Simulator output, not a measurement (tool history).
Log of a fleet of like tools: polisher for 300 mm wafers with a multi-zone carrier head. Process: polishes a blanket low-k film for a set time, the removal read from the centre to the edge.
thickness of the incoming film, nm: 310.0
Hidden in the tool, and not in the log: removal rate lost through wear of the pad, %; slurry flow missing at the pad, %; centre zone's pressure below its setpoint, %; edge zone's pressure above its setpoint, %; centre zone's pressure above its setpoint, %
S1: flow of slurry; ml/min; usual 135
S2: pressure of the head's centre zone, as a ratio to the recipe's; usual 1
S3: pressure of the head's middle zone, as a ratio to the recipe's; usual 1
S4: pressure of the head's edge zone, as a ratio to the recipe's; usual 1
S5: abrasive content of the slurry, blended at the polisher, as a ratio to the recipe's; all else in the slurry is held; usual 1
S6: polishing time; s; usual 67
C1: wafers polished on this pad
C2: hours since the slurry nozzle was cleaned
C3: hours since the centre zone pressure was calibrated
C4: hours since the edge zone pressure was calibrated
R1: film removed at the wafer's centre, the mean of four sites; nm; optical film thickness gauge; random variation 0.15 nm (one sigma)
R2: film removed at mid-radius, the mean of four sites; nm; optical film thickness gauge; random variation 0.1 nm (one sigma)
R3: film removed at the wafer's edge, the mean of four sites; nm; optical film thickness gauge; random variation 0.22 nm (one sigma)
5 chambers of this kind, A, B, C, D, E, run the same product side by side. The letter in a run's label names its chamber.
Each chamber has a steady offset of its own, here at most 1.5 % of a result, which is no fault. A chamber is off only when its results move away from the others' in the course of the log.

| run | hour | S1 | S2 | S3 | S4 | S5 | S6 | C1 | C2 | C3 | C4 | R1 | R2 | R3 |
|---|---|---|---|---|---|---|---|---|---|---|---|---|---|---|
| 1D | 3.9 | 135 | 1 | 1 | 1 | 1 | 67 | 492 | 182.5 | 615.4 | 309.5 | 16.589 | 16.492 | 16.962 |
| 2B | 6.1 | 135 | 1 | 1 | 1 | 1 | 67 | 166 | 27.8 | 995.7 | 480.5 | 16.47 | 16.966 | 16.753 |
| 3E | 9 | 135 | 1 | 1 | 1 | 1 | 67 | 132 | 236.1 | 490.2 | 884.7 | 16.916 | 16.627 | 16.326 |
| 4C | 13 | 135 | 1 | 1 | 1 | 1 | 67 | 400 | 295.8 | 864 | 444.9 | 16.448 | 16.792 | 17.124 |
|  | 13.6 | chamber D: centre zone pressure recalibrated |
| 5A | 17.3 | 135 | 1 | 1 | 1 | 1 | 67 | 1029 | 670.5 | 373.1 | 519.8 | 17.02 | 16.711 | 16.626 |
|  | 19.3 | chamber D: slurry nozzle cleaned |
| 6C | 21.6 | 135 | 0.91 | 1 | 1 | 1.2 | 67 | 487 | 304.4 | 872.6 | 453.5 | 16.104 | 18.259 | 17.835 |
| 7E | 24.3 | 135 | 0.91 | 1 | 1 | 1.2 | 67 | 285 | 251.4 | 505.5 | 900 | 16.23 | 18 | 17.822 |
|  | 27.3 | chamber C: centre zone pressure recalibrated |
| 8D | 27.4 | 135 | 0.91 | 1 | 1 | 1.2 | 67 | 728 | 8.1 | 13.8 | 333 | 16.142 | 17.89 | 18.622 |
| 9B | 31.1 | 135 | 0.91 | 1 | 1 | 1.2 | 67 | 417 | 52.8 | 1020.7 | 505.5 | 16.414 | 18.419 | 17.929 |
|  | 31.4 | chamber A: worn pad replaced by a new one |
| 10A | 33.1 | 135 | 0.91 | 1 | 1 | 1.2 | 67 | 17 | 686.3 | 388.9 | 535.6 | 16.488 | 18.192 | 17.667 |
| 11E | 37 | 135 | 1 | 1 | 1 | 1 | 67 | 413 | 264.1 | 518.2 | 912.7 | 16.544 | 16.685 | 16.363 |
|  | 39.5 | chamber A: edge zone pressure recalibrated |
| 12C | 39.5 | 135 | 1 | 1 | 1 | 1 | 67 | 666 | 322.3 | 12.3 | 471.4 | 16.62 | 16.797 | 16.696 |
|  | 40.5 | chamber D: worn pad replaced by a new one |
| 13A | 42.7 | 135 | 1 | 1 | 1 | 1 | 67 | 113 | 695.9 | 398.5 | 3.2 | 16.954 | 16.914 | 16.637 |
| 14D | 44.8 | 135 | 1 | 1 | 1 | 1 | 67 | 43 | 25.5 | 31.2 | 350.4 | 16.668 | 16.557 | 16.928 |
|  | 46.6 | chamber B: worn pad replaced by a new one |
| 15B | 47 | 135 | 1 | 1 | 1 | 1 | 67 | 4 | 68.7 | 1036.6 | 521.4 | 16.717 | 16.894 | 16.339 |
| 16D | 50.5 | 135 | 1 | 1 | 1 | 1 | 67 | 100 | 31.2 | 36.9 | 356.1 | 16.569 | 16.8 | 16.691 |
| 17B | 53.9 | 135 | 1 | 1 | 1 | 1 | 67 | 73 | 75.6 | 1043.5 | 528.3 | 16.522 | 16.767 | 16.809 |
| 18A | 57.6 | 135 | 1 | 1 | 1 | 1 | 67 | 262 | 710.8 | 413.4 | 18.1 | 16.661 | 16.639 | 16.911 |
| 19C | 61.2 | 135 | 1 | 1 | 1 | 1 | 67 | 884 | 344 | 34 | 493.1 | 16.569 | 16.615 | 16.971 |
| 20E | 63.3 | 135 | 1 | 1 | 1 | 1 | 67 | 677 | 290.4 | 544.5 | 939 | 16.652 | 16.739 | 16.798 |
| 21A | 65.9 | 135 | 1 | 1 | 1 | 1 | 67 | 346 | 719.1 | 421.7 | 26.4 | 16.924 | 16.733 | 16.637 |
| 22C | 69.8 | 135 | 1 | 1 | 1 | 1 | 67 | 970 | 352.6 | 42.6 | 501.7 | 16.815 | 16.446 | 16.734 |
|  | 70.8 | chamber C: worn pad replaced by a new one |
| 23B | 73.2 | 135 | 1 | 1 | 1 | 1 | 67 | 267 | 94.9 | 1062.8 | 547.6 | 16.613 | 16.866 | 17.227 |
| 24D | 75.9 | 135 | 0.89 | 1 | 1 | 1 | 67 | 355 | 56.6 | 62.3 | 381.5 | 14.662 | 16.647 | 16.81 |
| 25E | 80.3 | 135 | 0.89 | 1 | 1 | 1 | 67 | 847 | 307.4 | 561.5 | 956 | 15.006 | 16.705 | 16.233 |
| 26B | 83.6 | 135 | 0.89 | 1 | 1 | 1 | 67 | 371 | 105.3 | 1073.2 | 558 | 14.542 | 16.914 | 16.289 |
| 27C | 87.1 | 135 | 0.89 | 1 | 1 | 1 | 67 | 163 | 369.9 | 59.9 | 519 | 14.631 | 16.675 | 16.939 |
| 28D | 91.5 | 135 | 0.89 | 1 | 1 | 1 | 67 | 511 | 72.2 | 77.9 | 397.1 | 14.737 | 16.518 | 16.509 |
| 29A | 95.8 | 135 | 0.93 | 1 | 1 | 1 | 67 | 646 | 749 | 451.6 | 56.3 | 15.423 | 16.709 | 16.959 |
| 30E | 98.2 | 135 | 0.93 | 1 | 1 | 1 | 67 | 1027 | 325.3 | 579.4 | 973.9 | 15.439 | 16.643 | 16.403 |
| 31D | 102 | 135 | 0.93 | 1 | 1 | 1 | 67 | 616 | 82.7 | 88.4 | 407.6 | 15.236 | 16.655 | 16.764 |
| 32C | 104.2 | 135 | 0.93 | 1 | 1 | 1 | 67 | 335 | 387 | 77 | 536.1 | 15.286 | 16.727 | 17.218 |
|  | 104.7 | chamber B: worn pad replaced by a new one |
| 33A | 106.2 | 135 | 0.93 | 1 | 1 | 1 | 67 | 750 | 759.4 | 462 | 66.7 | 15.38 | 16.637 | 16.581 |
| 34B | 109.9 | 135 | 1 | 1 | 1 | 1 | 67 | 52 | 131.6 | 1099.5 | 584.3 | 16.381 | 16.884 | 16.856 |
| 35E | 113.6 | 100 | 1 | 1 | 1.1 | 1 | 67 | 1181 | 340.7 | 594.8 | 989.3 | 15.301 | 15.512 | 16.372 |
| 36D | 116.2 | 100 | 1 | 1 | 1.1 | 1 | 67 | 759 | 96.9 | 102.6 | 421.8 | 15.315 | 15.286 | 17.062 |
|  | 116.5 | chamber E: worn pad replaced by a new one |
| 37C | 120.1 | 100 | 1 | 1 | 1.1 | 1 | 67 | 494 | 402.9 | 92.9 | 552 | 15.465 | 15.521 | 17.013 |
| 38A | 123.4 | 100 | 1 | 1 | 1.1 | 1 | 67 | 922 | 776.6 | 479.2 | 83.9 | 15.506 | 15.516 | 17.042 |
| 39E | 127.2 | 100 | 1 | 1 | 1.1 | 1 | 67 | 108 | 354.3 | 608.4 | 1002.9 | 15.569 | 15.398 | 16.475 |
| 40B | 131 | 135 | 1 | 1 | 1 | 1 | 67 | 264 | 152.7 | 1120.6 | 605.4 | 16.855 | 16.869 | 16.97 |
| 41B | 135.4 | 135 | 1 | 1 | 1 | 1 | 67 | 308 | 157.1 | 1125 | 609.8 | 16.499 | 16.883 | 17.256 |

Is one chamber off against the others, does the gauge drift, or is nothing wrong? If a chamber is off, say which, and what the likeliest cause is.

No chamber stands off beyond its own small offset, and the gauge holds steady.
